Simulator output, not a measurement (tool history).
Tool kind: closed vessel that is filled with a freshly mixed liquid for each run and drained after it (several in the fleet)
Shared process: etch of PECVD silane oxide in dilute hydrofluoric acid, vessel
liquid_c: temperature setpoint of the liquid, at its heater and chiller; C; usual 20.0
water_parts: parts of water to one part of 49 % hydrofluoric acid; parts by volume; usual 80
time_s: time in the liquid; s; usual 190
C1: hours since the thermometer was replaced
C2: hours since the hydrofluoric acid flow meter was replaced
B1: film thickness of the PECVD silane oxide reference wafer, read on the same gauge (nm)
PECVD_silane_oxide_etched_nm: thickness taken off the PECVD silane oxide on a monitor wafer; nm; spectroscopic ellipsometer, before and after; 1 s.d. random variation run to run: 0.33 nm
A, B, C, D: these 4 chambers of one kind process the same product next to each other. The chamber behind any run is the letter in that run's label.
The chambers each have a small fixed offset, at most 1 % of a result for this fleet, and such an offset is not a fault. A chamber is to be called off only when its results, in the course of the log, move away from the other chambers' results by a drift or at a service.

{"run": "1D", "hour": 9.5, "liquid_c": 20.0, "water_parts": 80, "time_s": 190, "C1": 1184.8, "C2": 366.0, "B1": 79.989, "PECVD_silane_oxide_etched_nm": 40.882}
{"run": "2B", "hour": 16.6, "liquid_c": 20.0, "water_parts": 80, "time_s": 190, "C1": 144.2, "C2": 131.8, "B1": 80.008, "PECVD_silane_oxide_etched_nm": 41.72}
{"run": "3C", "hour": 23.9, "liquid_c": 20.0, "water_parts": 80, "time_s": 190, "C1": 460.9, "C2": 1093.7, "B1": 80.023, "PECVD_silane_oxide_etched_nm": 41.568}
{"run": "4A", "hour": 34.7, "liquid_c": 20.0, "water_parts": 80, "time_s": 190, "C1": 194.9, "C2": 39.6, "B1": 80.0, "PECVD_silane_oxide_etched_nm": 40.66}
{"run": "5A", "hour": 46.7, "liquid_c": 20.0, "water_parts": 40, "time_s": 290, "C1": 206.9, "C2": 51.6, "B1": 80.005, "PECVD_silane_oxide_etched_nm": 129.6}
{"run": "6C", "hour": 53.2, "liquid_c": 20.0, "water_parts": 40, "time_s": 290, "C1": 490.2, "C2": 1123.0, "B1": 80.003, "PECVD_silane_oxide_etched_nm": 131.8}
{"run": "7B", "hour": 65.1, "liquid_c": 20.0, "water_parts": 40, "time_s": 290, "C1": 192.7, "C2": 180.3, "B1": 79.994, "PECVD_silane_oxide_etched_nm": 134.44}
{"run": "8D", "hour": 72.6, "liquid_c": 20.0, "water_parts": 40, "time_s": 290, "C1": 1247.9, "C2": 429.1, "B1": 80.018, "PECVD_silane_oxide_etched_nm": 132.58}
{"run": "9B", "hour": 83.6, "liquid_c": 20.0, "water_parts": 40, "time_s": 190, "C1": 211.2, "C2": 198.8, "B1": 79.995, "PECVD_silane_oxide_etched_nm": 88.022}
{"run": "10A", "hour": 91.0, "liquid_c": 20.0, "water_parts": 40, "time_s": 190, "C1": 251.2, "C2": 95.9, "B1": 79.996, "PECVD_silane_oxide_etched_nm": 84.455}
{"run": "11D", "hour": 103.3, "liquid_c": 20.0, "water_parts": 40, "time_s": 190, "C1": 1278.6, "C2": 459.8, "B1": 79.999, "PECVD_silane_oxide_etched_nm": 86.085}
{"run": "12C", "hour": 109.8, "liquid_c": 20.0, "water_parts": 40, "time_s": 190, "C1": 546.8, "C2": 1179.6, "B1": 79.994, "PECVD_silane_oxide_etched_nm": 86.668}
{"run": "13B", "hour": 120.2, "liquid_c": 20.0, "water_parts": 80, "time_s": 190, "C1": 247.8, "C2": 235.4, "B1": 80.001, "PECVD_silane_oxide_etched_nm": 40.874}
{"run": "14D", "hour": 127.7, "liquid_c": 20.0, "water_parts": 80, "time_s": 190, "C1": 1303.0, "C2": 484.2, "B1": 80.007, "PECVD_silane_oxide_etched_nm": 40.865}
{"run": "15C", "hour": 139.4, "liquid_c": 20.0, "water_parts": 80, "time_s": 190, "C1": 576.4, "C2": 1209.2, "B1": 80.002, "PECVD_silane_oxide_etched_nm": 41.773}
{"run": "16A", "hour": 148.7, "liquid_c": 20.0, "water_parts": 80, "time_s": 190, "C1": 308.9, "C2": 153.6, "B1": 79.985, "PECVD_silane_oxide_etched_nm": 41.172}
{"run": "17C", "hour": 154.9, "liquid_c": 20.0, "water_parts": 80, "time_s": 190, "C1": 591.9, "C2": 1224.7, "B1": 80.006, "PECVD_silane_oxide_etched_nm": 42.16}
{"run": "18B", "hour": 162.2, "liquid_c": 20.0, "water_parts": 80, "time_s": 190, "C1": 289.8, "C2": 277.4, "B1": 80.004, "PECVD_silane_oxide_etched_nm": 41.201}
{"run": "19D", "hour": 170.9, "liquid_c": 20.0, "water_parts": 80, "time_s": 190, "C1": 1346.2, "C2": 527.4, "B1": 79.991, "PECVD_silane_oxide_etched_nm": 40.456}
{"run": "20A", "hour": 178.5, "liquid_c": 20.0, "water_parts": 80, "time_s": 190, "C1": 338.7, "C2": 183.4, "B1": 80.023, "PECVD_silane_oxide_etched_nm": 41.649}
{"run": "21C", "hour": 188.5, "liquid_c": 20.0, "water_parts": 80, "time_s": 190, "C1": 625.5, "C2": 1258.3, "B1": 79.991, "PECVD_silane_oxide_etched_nm": 41.908}
{"run": "22A", "hour": 195.1, "liquid_c": 20.0, "water_parts": 80, "time_s": 190, "C1": 355.3, "C2": 200.0, "B1": 79.993, "PECVD_silane_oxide_etched_nm": 41.053}
{"run": "23B", "hour": 201.9, "liquid_c": 20.0, "water_parts": 80, "time_s": 190, "C1": 329.5, "C2": 317.1, "B1": 80.008, "PECVD_silane_oxide_etched_nm": 41.641}
{"run": "24D", "hour": 214.1, "liquid_c": 20.0, "water_parts": 80, "time_s": 190, "C1": 1389.4, "C2": 570.6, "B1": 80.01, "PECVD_silane_oxide_etched_nm": 41.149}
{"hour": 218.8, "done": "chamber D: hydrofluoric acid flow meter replaced"}
{"run": "25A", "hour": 222.2, "liquid_c": 20.0, "water_parts": 80, "time_s": 190, "C1": 382.4, "C2": 227.1, "B1": 80.022, "PECVD_silane_oxide_etched_nm": 40.796}
{"run": "26C", "hour": 232.6, "liquid_c": 20.0, "water_parts": 80, "time_s": 190, "C1": 669.6, "C2": 1302.4, "B1": 80.001, "PECVD_silane_oxide_etched_nm": 42.815}
{"run": "27B", "hour": 239.4, "liquid_c": 20.0, "water_parts": 80, "time_s": 190, "C1": 367.0, "C2": 354.6, "B1": 79.998, "PECVD_silane_oxide_etched_nm": 41.412}
{"run": "28D", "hour": 250.4, "liquid_c": 20.0, "water_parts": 80, "time_s": 190, "C1": 1425.7, "C2": 31.6, "B1": 79.975, "PECVD_silane_oxide_etched_nm": 41.303}
{"run": "29B", "hour": 263.0, "liquid_c": 20.0, "water_parts": 80, "time_s": 190, "C1": 390.6, "C2": 378.2, "B1": 80.007, "PECVD_silane_oxide_etched_nm": 41.151}
{"run": "30A", "hour": 270.0, "liquid_c": 20.0, "water_parts": 80, "time_s": 190, "C1": 430.2, "C2": 274.9, "B1": 79.992, "PECVD_silane_oxide_etched_nm": 41.019}
{"run": "31C", "hour": 276.4, "liquid_c": 20.0, "water_parts": 80, "time_s": 190, "C1": 713.4, "C2": 1346.2, "B1": 79.994, "PECVD_silane_oxide_etched_nm": 44.004}
{"run": "32D", "hour": 282.0, "liquid_c": 20.0, "water_parts": 80, "time_s": 190, "C1": 1457.3, "C2": 63.2, "B1": 80.004, "PECVD_silane_oxide_etched_nm": 41.109}
{"run": "33D", "hour": 293.9, "liquid_c": 22.5, "water_parts": 45, "time_s": 190, "C1": 1469.2, "C2": 75.1, "B1": 79.986, "PECVD_silane_oxide_etched_nm": 84.611}
{"run": "34B", "hour": 299.7, "liquid_c": 22.5, "water_parts": 45, "time_s": 190, "C1": 427.3, "C2": 414.9, "B1": 80.002, "PECVD_silane_oxide_etched_nm": 86.564}
{"run": "35A", "hour": 309.0, "liquid_c": 22.5, "water_parts": 45, "time_s": 190, "C1": 469.2, "C2": 313.9, "B1": 80.025, "PECVD_silane_oxide_etched_nm": 83.753}
{"run": "36C", "hour": 314.9, "liquid_c": 22.5, "water_parts": 45, "time_s": 190, "C1": 751.9, "C2": 1384.7, "B1": 80.004, "PECVD_silane_oxide_etched_nm": 89.264}
{"run": "37C", "hour": 321.1, "liquid_c": 20.0, "water_parts": 80, "time_s": 190, "C1": 758.1, "C2": 1390.9, "B1": 79.979, "PECVD_silane_oxide_etched_nm": 44.549}
{"run": "38D", "hour": 333.5, "liquid_c": 20.0, "water_parts": 80, "time_s": 190, "C1": 1508.8, "C2": 114.7, "B1": 80.012, "PECVD_silane_oxide_etched_nm": 41.128}
{"run": "39B", "hour": 340.8, "liquid_c": 20.0, "water_parts": 80, "time_s": 190, "C1": 468.4, "C2": 456.0, "B1": 79.998, "PECVD_silane_oxide_etched_nm": 41.287}

Predict what each chamber gives when all 4 of them run the settings below next.
{"run": "40A", "hour": 349.9, "liquid_c": 22.5, "water_parts": 80, "time_s": 190, "PECVD_silane_oxide_etched_nm": "?"}
{"run": "40B", "hour": 349.9, "liquid_c": 22.5, "water_parts": 80, "time_s": 190, "PECVD_silane_oxide_etched_nm": "?"}
{"run": "40C", "hour": 349.9, "liquid_c": 22.5, "water_parts": 80, "time_s": 190, "PECVD_silane_oxide_etched_nm": "?"}
{"run": "40D", "hour": 349.9, "liquid_c": 22.5, "water_parts": 80, "time_s": 190, "PECVD_silane_oxide_etched_nm": "?"}

run=40A PECVD_silane_oxide_etched_nm=45.085
run=40B PECVD_silane_oxide_etched_nm=45.524
run=40C PECVD_silane_oxide_etched_nm=49.388
run=40D PECVD_silane_oxide_etched_nm=45.900
